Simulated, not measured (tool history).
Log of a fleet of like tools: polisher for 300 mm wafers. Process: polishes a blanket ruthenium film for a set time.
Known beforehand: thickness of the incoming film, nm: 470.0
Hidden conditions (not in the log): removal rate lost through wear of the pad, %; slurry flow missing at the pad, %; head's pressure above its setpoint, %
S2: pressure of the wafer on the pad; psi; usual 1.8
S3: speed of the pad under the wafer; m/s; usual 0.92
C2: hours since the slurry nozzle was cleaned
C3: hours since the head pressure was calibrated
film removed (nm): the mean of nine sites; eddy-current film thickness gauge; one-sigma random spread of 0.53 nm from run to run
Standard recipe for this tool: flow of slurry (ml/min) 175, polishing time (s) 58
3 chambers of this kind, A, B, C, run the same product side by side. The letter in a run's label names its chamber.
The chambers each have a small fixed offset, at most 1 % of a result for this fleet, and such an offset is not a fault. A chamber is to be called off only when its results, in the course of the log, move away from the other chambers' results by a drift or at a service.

Run 1B, hour 14.6: usual settings; wafers polished on this pad 646; C2 188.4; C3 95.2. Result: film removed (nm) 60.452.
Run 2C, hour 22.2: usual settings; wafers polished on this pad 299; C2 78.3; C3 453.1. Result: film removed (nm) 60.120.
Run 3A, hour 38.0: usual settings; wafers polished on this pad 422; C2 596.9; C3 809.1. Result: film removed (nm) 59.367.
Run 4C, hour 49.7: usual settings; wafers polished on this pad 544; C2 105.8; C3 480.6. Result: film removed (nm) 60.124.
Run 5B, hour 61.1: usual settings; wafers polished on this pad 1061; C2 234.9; C3 141.7. Result: film removed (nm) 58.429.
At hour 63.9: chamber B: worn pad replaced by a new one.
Run 6A, hour 75.7: usual settings but S2 2.2 psi, polishing time (s) 41; wafers polished on this pad 758; C2 634.6; C3 846.8. Result: film removed (nm) 51.742.
Run 7B, hour 84.7: usual settings but S2 2.2 psi, polishing time (s) 41; wafers polished on this pad 185; C2 258.5; C3 165.3. Result: film removed (nm) 52.103.
At hour 86.2: chamber C: worn pad replaced by a new one.
Run 8A, hour 95.0: usual settings but S2 2.2 psi, polishing time (s) 41; wafers polished on this pad 930; C2 653.9; C3 866.1. Result: film removed (nm) 51.431.
Run 9C, hour 110.2: usual settings but polishing time (s) 65; wafers polished on this pad 214; C2 166.3; C3 541.1. Result: film removed (nm) 65.633.
Run 10B, hour 121.6: usual settings but polishing time (s) 65; wafers polished on this pad 514; C2 295.4; C3 202.2. Result: film removed (nm) 66.580.
At hour 126.2: chamber A: worn pad replaced by a new one.
Run 11C, hour 129.7: usual settings but polishing time (s) 65; wafers polished on this pad 388; C2 185.8; C3 560.6. Result: film removed (nm) 66.056.
Run 12A, hour 138.3: usual settings; wafers polished on this pad 108; C2 697.2; C3 909.4. Result: film removed (nm) 59.624.
Run 13B, hour 154.9: usual settings; wafers polished on this pad 811; C2 328.7; C3 235.5. Result: film removed (nm) 60.077.
Run 14A, hour 165.9: usual settings; wafers polished on this pad 354; C2 724.8; C3 937.0. Result: film removed (nm) 60.008.
Run 15C, hour 180.3: usual settings; wafers polished on this pad 839; C2 236.4; C3 611.2. Result: film removed (nm) 60.329.
At hour 192.9: chamber B: worn pad replaced by a new one.
Run 16C, hour 195.7: usual settings but S3 0.80 m/s, polishing time (s) 45; wafers polished on this pad 977; C2 251.8; C3 626.6. Result: film removed (nm) 40.219.
At hour 196.3: chamber C: worn pad replaced by a new one.
Run 17B, hour 206.7: usual settings but S3 0.80 m/s, polishing time (s) 45; wafers polished on this pad 123; C2 380.5; C3 287.3. Result: film removed (nm) 41.140.
At hour 210.5: chamber C: slurry nozzle cleaned.
Run 18A, hour 219.3: usual settings but S3 0.80 m/s, polishing time (s) 45; wafers polished on this pad 831; C2 778.2; C3 990.4. Result: film removed (nm) 40.756.
At hour 225.1: chamber B: slurry nozzle cleaned.
Run 19B, hour 234.9: usual settings; wafers polished on this pad 375; C2 9.9; C3 315.5. Result: film removed (nm) 59.365.
Run 20C, hour 242.8: usual settings; wafers polished on this pad 415; C2 32.3; C3 673.7. Result: film removed (nm) 59.984.
At hour 247.1: chamber A: worn pad replaced by a new one.
Run 21A, hour 251.7: usual settings; wafers polished on this pad 41; C2 810.6; C3 1022.8. Result: film removed (nm) 59.517.
Run 22C, hour 268.1: usual settings; wafers polished on this pad 641; C2 57.6; C3 699.0. Result: film removed (nm) 60.474.
At hour 269.4: chamber A: slurry nozzle cleaned.
Run 23B, hour 278.0: usual settings; wafers polished on this pad 759; C2 53.0; C3 358.6. Result: film removed (nm) 60.417.
Run 24A, hour 287.6: usual settings but flow of slurry (ml/min) 120, S2 2.3 psi; wafers polished on this pad 361; C2 18.3; C3 1058.7. Result: film removed (nm) 70.674.
Run 25B, hour 295.0: usual settings but flow of slurry (ml/min) 120, S2 2.3 psi; wafers polished on this pad 911; C2 70.0; C3 375.6. Result: film removed (nm) 71.425.
At hour 299.3: chamber A: head pressure recalibrated.
At hour 307.4: chamber C: worn pad replaced by a new one.
Run 26C, hour 310.3: usual settings but flow of slurry (ml/min) 120, S2 2.3 psi; wafers polished on this pad 26; C2 99.8; C3 741.2. Result: film removed (nm) 71.377.
At hour 317.5: chamber B: worn pad replaced by a new one.
Run 27A, hour 322.4: usual settings; wafers polished on this pad 671; C2 53.1; C3 23.2. Result: film removed (nm) 59.217.
Run 28C, hour 331.2: usual settings; wafers polished on this pad 212; C2 120.7; C3 762.1. Result: film removed (nm) 60.021.
Run 29B, hour 339.8: usual settings; wafers polished on this pad 199; C2 114.8; C3 420.4. Result: film removed (nm) 59.905.
Run 30A, hour 348.2: usual settings; wafers polished on this pad 902; C2 78.9; C3 49.0. Result: film removed (nm) 58.908.
Run 31A, hour 363.2: usual settings; wafers polished on this pad 1035; C2 93.9; C3 64.0. Result: film removed (nm) 60.678.
At hour 365.8: chamber C: head pressure recalibrated.
At hour 369.3: chamber A: worn pad replaced by a new one.
Run 32B, hour 375.6: usual settings; wafers polished on this pad 518; C2 150.6; C3 456.2. Result: film removed (nm) 59.761.
Run 33C, hour 386.7: usual settings; wafers polished on this pad 707; C2 176.2; C3 21.0. Result: film removed (nm) 59.615.
Run 34B, hour 396.1: usual settings but S2 1.2 psi; wafers polished on this pad 701; C2 171.1; C3 476.7. Result: film removed (nm) 40.276.
Run 35C, hour 412.6: usual settings but S2 1.2 psi; wafers polished on this pad 938; C2 202.1; C3 46.9. Result: film removed (nm) 39.592.
At hour 416.1: chamber C: worn pad replaced by a new one.
Run 36A, hour 424.8: usual settings but S2 1.2 psi; wafers polished on this pad 495; C2 155.5; C3 125.6. Result: film removed (nm) 40.567.
Run 37C, hour 437.5: usual settings; wafers polished on this pad 190; C2 227.0; C3 71.8. Result: film removed (nm) 59.703.
Run 38A, hour 445.3: usual settings; wafers polished on this pad 678; C2 176.0; C3 146.1. Result: film removed (nm) 60.209.
Run 39B, hour 454.6: usual settings; wafers polished on this pad 1223; C2 229.6; C3 535.2. Result: film removed (nm) 60.343.
At hour 466.9: chamber B: worn pad replaced by a new one.
Run 40B, hour 468.1: usual settings; wafers polished on this pad 10; C2 243.1; C3 548.7. Result: film removed (nm) 59.352.
At hour 477.3: chamber C: slurry nozzle cleaned.
At hour 483.3: chamber A: worn pad replaced by a new one.
Run 41C, hour 484.3: usual settings but flow of slurry (ml/min) 215, polishing time (s) 74; wafers polished on this pad 608; C2 7.0; C3 118.6. Result: film removed (nm) 79.223.
Run 42A, hour 496.6: usual settings but flow of slurry (ml/min) 215, polishing time (s) 74; wafers polished on this pad 119; C2 227.3; C3 197.4. Result: film removed (nm) 79.274.
Run 43A, hour 512.3: usual settings but flow of slurry (ml/min) 215, polishing time (s) 74; wafers polished on this pad 259; C2 243.0; C3 213.1. Result: film removed (nm) 78.767.
Run 44B, hour 523.7: usual settings; wafers polished on this pad 506; C2 298.7; C3 604.3. Result: film removed (nm) 59.997.

The same settings go to every chamber for the next run, one line per chamber below. Forecast the results for each:
Run 45A, hour 535.5: usual settings but polishing time (s) 48. Result: film removed (nm) ?.
Run 45B, hour 535.5: usual settings but polishing time (s) 48. Result: film removed (nm) ?.
Run 45C, hour 535.5: usual settings but polishing time (s) 48. Result: film removed (nm) ?.

run  film removed (nm)
45A             50.066
45B             49.918
45C             49.352
